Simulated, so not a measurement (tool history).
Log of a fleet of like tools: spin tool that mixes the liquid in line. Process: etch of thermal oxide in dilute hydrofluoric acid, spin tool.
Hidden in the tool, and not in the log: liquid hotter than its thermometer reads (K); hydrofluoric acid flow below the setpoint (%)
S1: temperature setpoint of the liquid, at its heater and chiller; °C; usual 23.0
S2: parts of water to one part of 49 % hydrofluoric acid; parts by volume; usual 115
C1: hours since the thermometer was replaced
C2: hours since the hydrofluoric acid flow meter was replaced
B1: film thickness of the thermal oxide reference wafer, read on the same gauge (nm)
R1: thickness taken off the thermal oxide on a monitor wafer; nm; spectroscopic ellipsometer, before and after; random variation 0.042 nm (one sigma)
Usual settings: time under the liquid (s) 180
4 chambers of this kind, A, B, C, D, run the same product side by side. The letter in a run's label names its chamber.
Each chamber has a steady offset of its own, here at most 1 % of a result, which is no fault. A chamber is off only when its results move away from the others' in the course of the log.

run 1B day=0.112 | S1=23.0 S2=115 time_under_the_liquid_(s)=180 | C1=1842.2 C2=794.8 | B1=49.984 | R1=7.2238
run 2D day=0.271 | S1=23.0 S2=115 time_under_the_liquid_(s)=180 | C1=1732.9 C2=442.7 | B1=49.969 | R1=7.2303
run 3C day=0.458 | S1=23.0 S2=115 time_under_the_liquid_(s)=180 | C1=1098.5 C2=126.9 | B1=50.011 | R1=7.2909
run 4A day=0.588 | S1=23.0 S2=115 time_under_the_liquid_(s)=180 | C1=614.6 C2=63.4 | B1=49.982 | R1=7.2064
run 5A day=0.767 | S1=23.0 S2=115 time_under_the_liquid_(s)=180 | C1=618.9 C2=67.7 | B1=49.991 | R1=7.2048
run 6C day=0.933 | S1=23.0 S2=115 time_under_the_liquid_(s)=180 | C1=1109.9 C2=138.3 | B1=49.998 | R1=7.2190
run 7D day=1.033 | S1=23.0 S2=115 time_under_the_liquid_(s)=180 | C1=1751.2 C2=461.0 | B1=50.010 | R1=7.1493
run 8B day=1.225 | S1=23.0 S2=115 time_under_the_liquid_(s)=180 | C1=1868.9 C2=821.5 | B1=49.963 | R1=7.1604
run 9D day=1.379 | S1=23.0 S2=80 time_under_the_liquid_(s)=80 | C1=1759.5 C2=469.3 | B1=49.980 | R1=4.7866
run 10A day=1.525 | S1=23.0 S2=80 time_under_the_liquid_(s)=80 | C1=637.1 C2=85.9 | B1=49.992 | R1=4.7458
run 11C day=1.721 | S1=23.0 S2=80 time_under_the_liquid_(s)=80 | C1=1128.8 C2=157.2 | B1=49.988 | R1=4.9255
run 12B day=1.904 | S1=23.0 S2=80 time_under_the_liquid_(s)=80 | C1=1885.2 C2=837.8 | B1=50.037 | R1=4.7626
run 13A day=2.062 | S1=23.0 S2=115 time_under_the_liquid_(s)=180 | C1=650.0 C2=98.8 | B1=49.995 | R1=7.2192
run 14B day=2.188 | S1=23.0 S2=115 time_under_the_liquid_(s)=180 | C1=1892.0 C2=844.6 | B1=49.974 | R1=7.1659
run 15C day=2.296 | S1=23.0 S2=115 time_under_the_liquid_(s)=180 | C1=1142.6 C2=171.0 | B1=49.998 | R1=7.2272
run 16D day=2.479 | S1=23.0 S2=170 time_under_the_liquid_(s)=180 | C1=1785.9 C2=495.7 | B1=50.031 | R1=4.5243
run 17A day=2.650 | S1=23.0 S2=170 time_under_the_liquid_(s)=180 | C1=664.1 C2=112.9 | B1=49.964 | R1=4.5804
-- day=2.675 chamber D: thermometer replaced
run 18C day=2.838 | S1=23.0 S2=170 time_under_the_liquid_(s)=180 | C1=1155.6 C2=184.0 | B1=49.982 | R1=4.5868
run 19B day=2.983 | S1=23.0 S2=170 time_under_the_liquid_(s)=180 | C1=1911.1 C2=863.7 | B1=50.019 | R1=4.5836
run 20D day=3.138 | S1=23.0 S2=115 time_under_the_liquid_(s)=180 | C1=11.2 C2=511.5 | B1=49.984 | R1=7.1576
run 21D day=3.317 | S1=23.0 S2=115 time_under_the_liquid_(s)=180 | C1=15.5 C2=515.8 | B1=50.004 | R1=7.1693
run 22C day=3.438 | S1=23.0 S2=115 time_under_the_liquid_(s)=180 | C1=1170.0 C2=198.4 | B1=49.999 | R1=7.2993
run 23B day=3.562 | S1=23.0 S2=115 time_under_the_liquid_(s)=180 | C1=1925.0 C2=877.6 | B1=49.990 | R1=7.1722
run 24A day=3.692 | S1=23.0 S2=115 time_under_the_liquid_(s)=180 | C1=689.1 C2=137.9 | B1=49.990 | R1=7.1283
run 25B day=3.879 | S1=23.0 S2=115 time_under_the_liquid_(s)=180 | C1=1932.6 C2=885.2 | B1=50.008 | R1=7.1364
run 26A day=4.042 | S1=23.0 S2=115 time_under_the_liquid_(s)=180 | C1=697.5 C2=146.3 | B1=50.014 | R1=7.1208
run 27D day=4.225 | S1=23.0 S2=115 time_under_the_liquid_(s)=180 | C1=37.3 C2=537.6 | B1=49.997 | R1=7.1920
run 28C day=4.408 | S1=23.0 S2=115 time_under_the_liquid_(s)=180 | C1=1193.3 C2=221.7 | B1=50.032 | R1=7.2515
run 29C day=4.525 | S1=23.0 S2=115 time_under_the_liquid_(s)=180 | C1=1196.1 C2=224.5 | B1=49.990 | R1=7.2287
run 30B day=4.683 | S1=23.0 S2=70 time_under_the_liquid_(s)=265 | C1=1951.9 C2=904.5 | B1=49.961 | R1=18.5210
run 31A day=4.862 | S1=23.0 S2=70 time_under_the_liquid_(s)=265 | C1=717.2 C2=166.0 | B1=50.011 | R1=18.2120
run 32D day=4.958 | S1=23.0 S2=70 time_under_the_liquid_(s)=265 | C1=54.9 C2=555.2 | B1=50.019 | R1=18.3790
run 33D day=5.046 | S1=23.0 S2=70 time_under_the_liquid_(s)=265 | C1=57.0 C2=557.3 | B1=50.021 | R1=18.4120
run 34B day=5.146 | S1=23.0 S2=115 time_under_the_liquid_(s)=180 | C1=1963.0 C2=915.6 | B1=50.010 | R1=7.2519
run 35A day=5.308 | S1=23.0 S2=115 time_under_the_liquid_(s)=180 | C1=727.9 C2=176.7 | B1=50.015 | R1=7.1367
run 36C day=5.425 | S1=23.0 S2=115 time_under_the_liquid_(s)=180 | C1=1217.7 C2=246.1 | B1=50.023 | R1=7.2341
run 37C day=5.533 | S1=19.5 S2=90 time_under_the_liquid_(s)=180 | C1=1220.3 C2=248.7 | B1=50.004 | R1=8.2688
run 38D day=5.638 | S1=19.5 S2=90 time_under_the_liquid_(s)=180 | C1=71.2 C2=571.5 | B1=50.004 | R1=8.1469
run 39A day=5.821 | S1=19.5 S2=90 time_under_the_liquid_(s)=180 | C1=740.2 C2=189.0 | B1=50.020 | R1=8.1549
run 40B day=5.917 | S1=19.5 S2=90 time_under_the_liquid_(s)=180 | C1=1981.5 C2=934.1 | B1=49.990 | R1=8.2194
run 41D day=6.083 | S1=23.0 S2=115 time_under_the_liquid_(s)=180 | C1=81.9 C2=582.2 | B1=49.998 | R1=7.1054
run 42C day=6.221 | S1=20.0 S2=75 time_under_the_liquid_(s)=180 | C1=1236.8 C2=265.2 | B1=49.989 | R1=10.4020

Is one chamber off against the others, does the gauge drift, or is nothing wrong? If a chamber is off, say which, and what the likeliest cause is.

No chamber stands off beyond its own small offset, and the gauge holds steady.
